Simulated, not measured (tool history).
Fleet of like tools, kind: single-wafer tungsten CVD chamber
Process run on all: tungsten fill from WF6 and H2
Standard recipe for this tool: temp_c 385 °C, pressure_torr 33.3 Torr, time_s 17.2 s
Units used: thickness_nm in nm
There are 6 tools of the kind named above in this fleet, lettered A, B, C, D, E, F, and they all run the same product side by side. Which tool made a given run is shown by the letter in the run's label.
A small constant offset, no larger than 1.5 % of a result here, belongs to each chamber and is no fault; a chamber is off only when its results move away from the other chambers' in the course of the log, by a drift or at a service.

run   hour  temp_c  pressure_torr  time_s  hours since the last thermocouple change  hours since the last manometer calibration  read-back reference wafer on the same gauge, thickness_nm  thickness_nm
 1D    4.1     385           33.3    17.2                                     230.3                                       810.3                                                     42.203        39.191
 2F    9.0     385           33.3    17.2                                      92.1                                      1032.6                                                     42.222        39.445
 3C   14.1     385           33.3    17.2                                     362.6                                      2200.6                                                     42.221        39.244
 4A   19.6     385           33.3    17.2                                    1532.5                                      1184.2                                                     42.215        38.869
 5E   23.5     385           33.3    17.2                                    2550.1                                       553.4                                                     42.233        38.942
 6B   27.9     385           33.3    17.2                                     265.4                                       970.6                                                     42.231        39.042
 7D   31.9     385           33.3    17.2                                     258.1                                       838.1                                                     42.262        39.182
 8F   34.6     385           33.3    17.2                                     117.7                                      1058.2                                                     42.250        39.359
 9C   38.8     385           33.3    17.2                                     387.3                                      2225.3                                                     42.278        39.327
10E   42.9     385           33.3    17.2                                    2569.5                                       572.8                                                     42.267        38.916
11A   45.6     385           33.3    17.2                                    1558.5                                      1210.2                                                     42.264        38.877
12B   50.7     385           33.3    17.2                                     288.2                                       993.4                                                     42.282        39.151
13E   53.6     385           33.3    17.2                                    2580.2                                       583.5                                                     42.284        38.825
14C   58.5     385           33.3    17.2                                     407.0                                      2245.0                                                     42.292        39.211
15B   61.0     385           33.3    17.2                                     298.5                                      1003.7                                                     42.309        39.036
16D   65.6     375           33.3    17.2                                     291.8                                       871.8                                                     42.319        32.002
17A   68.2     375           33.3    17.2                                    1581.1                                      1232.8                                                     42.303        31.845
18F   73.2     375           33.3    17.2                                     156.3                                      1096.8                                                     42.311        32.257
19F   77.0     375           33.3    17.2                                     160.1                                      1100.6                                                     42.315        32.355
20E   80.9     375           33.3    17.2                                    2607.5                                       610.8                                                     42.351        31.868
21D   86.7     375           33.3    17.2                                     312.9                                       892.9                                                     42.340        31.940
22C   91.2     399           33.3    17.2                                     439.7                                      2277.7                                                     42.354        51.737
23B   95.3     399           33.3    17.2                                     332.8                                      1038.0                                                     42.338        51.220
24A   99.6     399           33.3    17.2                                    1612.5                                      1264.2                                                     42.369        50.995
25F  103.2     399           33.3    17.2                                     186.3                                      1126.8                                                     42.360        51.471
26B  108.5     399           33.3    17.2                                     346.0                                      1051.2                                                     42.354        51.494
27E  112.0     399           33.3    17.2                                    2638.6                                       641.9                                                     42.377        50.719
28D  117.6     385           33.3    17.2                                     343.8                                       923.8                                                     42.367        39.270
29C  120.6     385           33.3    17.2                                     469.1                                      2307.1                                                     42.391        39.373
30A  125.3     385           33.3    17.2                                    1638.2                                      1289.9                                                     42.421        39.005
31B  128.8     385           26.0    17.2                                     366.3                                      1071.5                                                     42.395        34.710
32D  132.7     385           26.0    17.2                                     358.9                                       938.9                                                     42.391        35.046
33E  137.3     385           26.0    17.2                                    2663.9                                       667.2                                                     42.413        34.619
34C  142.9     385           26.0    17.2                                     491.4                                      2329.4                                                     42.422        35.166
35A  147.0     385           26.0    17.2                                    1659.9                                      1311.6                                                     42.439        34.749
36F  152.8     385           26.0    17.2                                     235.9                                      1176.4                                                     42.440        35.182
37D  157.6     385           33.3    17.2                                     383.8                                       963.8                                                     42.449        39.259
38B  162.7     380           33.3    17.2                                     400.2                                      1105.4                                                     42.455        35.464
39E  167.3     380           33.3    17.2                                    2693.9                                       697.2                                                     42.473        35.419
40F  171.2     380           33.3    17.2                                     254.3                                      1194.8                                                     42.483        35.981
41C  173.8     380           33.3    17.2                                     522.3                                      2360.3                                                     42.495        35.720
42A  178.3     380           33.3    17.2                                    1691.2                                      1342.9                                                     42.473        35.474
43B  183.2     380           33.3    17.2                                     420.7                                      1125.9                                                     42.506        35.548

Each of the 6 chambers runs these same settings next. Fill in every chamber's results:
44A  187.4     385           26.2    17.2                                                                                                                                                              ?
44B  187.4     385           26.2    17.2                                                                                                                                                              ?
44C  187.4     385           26.2    17.2                                                                                                                                                              ?
44D  187.4     385           26.2    17.2                                                                                                                                                              ?
44E  187.4     385           26.2    17.2                                                                                                                                                              ?
44F  187.4     385           26.2    17.2                                                                                                                                                              ?

run  thickness_nm
44A        35.062
44B        35.007
44C        35.253
44D        35.208
44E        34.827
44F        35.260
